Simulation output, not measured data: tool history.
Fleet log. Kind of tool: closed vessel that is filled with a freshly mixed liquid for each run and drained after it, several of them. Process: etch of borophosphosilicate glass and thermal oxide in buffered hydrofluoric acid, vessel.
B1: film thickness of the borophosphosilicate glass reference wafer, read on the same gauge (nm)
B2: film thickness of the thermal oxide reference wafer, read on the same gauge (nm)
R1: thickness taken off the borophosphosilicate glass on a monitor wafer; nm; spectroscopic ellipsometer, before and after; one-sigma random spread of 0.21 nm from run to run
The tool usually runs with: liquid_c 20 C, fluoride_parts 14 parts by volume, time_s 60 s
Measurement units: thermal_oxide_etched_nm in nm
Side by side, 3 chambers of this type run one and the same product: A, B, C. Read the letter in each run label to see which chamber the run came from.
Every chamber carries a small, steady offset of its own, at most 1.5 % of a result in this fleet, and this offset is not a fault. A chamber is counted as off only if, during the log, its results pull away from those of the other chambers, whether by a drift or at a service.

Run 1A, hour 11.7: usual settings; B1 100; B2 130.01. Result: R1 69.13 nm, thermal_oxide_etched_nm 38.72 nm.
Run 2B, hour 20.2: usual settings; B1 99.993; B2 130. Result: R1 69.683 nm, thermal_oxide_etched_nm 38.887 nm.
Run 3C, hour 28.8: usual settings; B1 99.98; B2 129.98. Result: R1 69.107 nm, thermal_oxide_etched_nm 38.701 nm.
Run 4A, hour 42.2: usual settings; B1 100.02; B2 130. Result: R1 68.986 nm, thermal_oxide_etched_nm 38.719 nm.
Run 5B, hour 50.4: usual settings; B1 99.989; B2 130. Result: R1 70.389 nm, thermal_oxide_etched_nm 38.507 nm.
Run 6C, hour 61.4: usual settings; B1 99.992; B2 130. Result: R1 69.492 nm, thermal_oxide_etched_nm 39.058 nm.
Run 7C, hour 73: usual settings; B1 100.01; B2 130.03. Result: R1 69.529 nm, thermal_oxide_etched_nm 38.634 nm.
Run 8A, hour 85.3: usual settings; B1 99.977; B2 129.98. Result: R1 68.926 nm, thermal_oxide_etched_nm 39.115 nm.
Run 9B, hour 91.9: usual settings; B1 99.991; B2 130. Result: R1 69.891 nm, thermal_oxide_etched_nm 38.72 nm.
Run 10B, hour 103.9: usual settings; B1 100.01; B2 129.98. Result: R1 70.032 nm, thermal_oxide_etched_nm 38.688 nm.
At hour 105.5: chamber B: thermometer replaced.
Run 11C, hour 112: usual settings; B1 100.02; B2 129.99. Result: R1 69.512 nm, thermal_oxide_etched_nm 39.178 nm.
Run 12A, hour 118.5: usual settings; B1 100; B2 129.99. Result: R1 69.301 nm, thermal_oxide_etched_nm 38.784 nm.
Run 13B, hour 126.5: usual settings; B1 99.991; B2 130. Result: R1 70.05 nm, thermal_oxide_etched_nm 38.567 nm.
Run 14C, hour 137: usual settings; B1 99.986; B2 130.01. Result: R1 69.329 nm, thermal_oxide_etched_nm 39.004 nm.
Run 15A, hour 143.8: usual settings; B1 99.986; B2 129.99. Result: R1 69.148 nm, thermal_oxide_etched_nm 39.095 nm.
Run 16A, hour 157.9: usual settings; B1 99.988; B2 129.99. Result: R1 69 nm, thermal_oxide_etched_nm 39.194 nm.
Run 17C, hour 166.3: usual settings; B1 99.99; B2 130. Result: R1 69.75 nm, thermal_oxide_etched_nm 38.887 nm.
Run 18B, hour 174.8: usual settings but fluoride_parts 11 parts by volume; B1 100.01; B2 130.02. Result: R1 88.87 nm, thermal_oxide_etched_nm 49.47 nm.
Run 19A, hour 184.1: usual settings but fluoride_parts 11 parts by volume; B1 100.01; B2 129.99. Result: R1 87.073 nm, thermal_oxide_etched_nm 49.856 nm.
Run 20B, hour 190.2: usual settings but fluoride_parts 11 parts by volume; B1 100; B2 130. Result: R1 88.379 nm, thermal_oxide_etched_nm 49.562 nm.
Run 21C, hour 198: usual settings; B1 100.01; B2 129.99. Result: R1 69.526 nm, thermal_oxide_etched_nm 39.166 nm.
Run 22B, hour 209: usual settings; B1 100.01; B2 129.98. Result: R1 69.798 nm, thermal_oxide_etched_nm 38.292 nm.
Run 23C, hour 218.3: usual settings; B1 100.02; B2 130. Result: R1 69.196 nm, thermal_oxide_etched_nm 38.765 nm.
Run 24A, hour 225.1: usual settings but time_s 35 s; B1 99.988; B2 129.99. Result: R1 40.32 nm, thermal_oxide_etched_nm 22.71 nm.

Decide between three cases: one chamber stands off from its peers, the gauge reading all wafers drifts, or nothing is wrong past each chamber's small offset. Where a chamber is off, say which and what most likely put it there.

Neither any chamber nor the gauge drifts; the chambers differ only by their own small, steady offsets.

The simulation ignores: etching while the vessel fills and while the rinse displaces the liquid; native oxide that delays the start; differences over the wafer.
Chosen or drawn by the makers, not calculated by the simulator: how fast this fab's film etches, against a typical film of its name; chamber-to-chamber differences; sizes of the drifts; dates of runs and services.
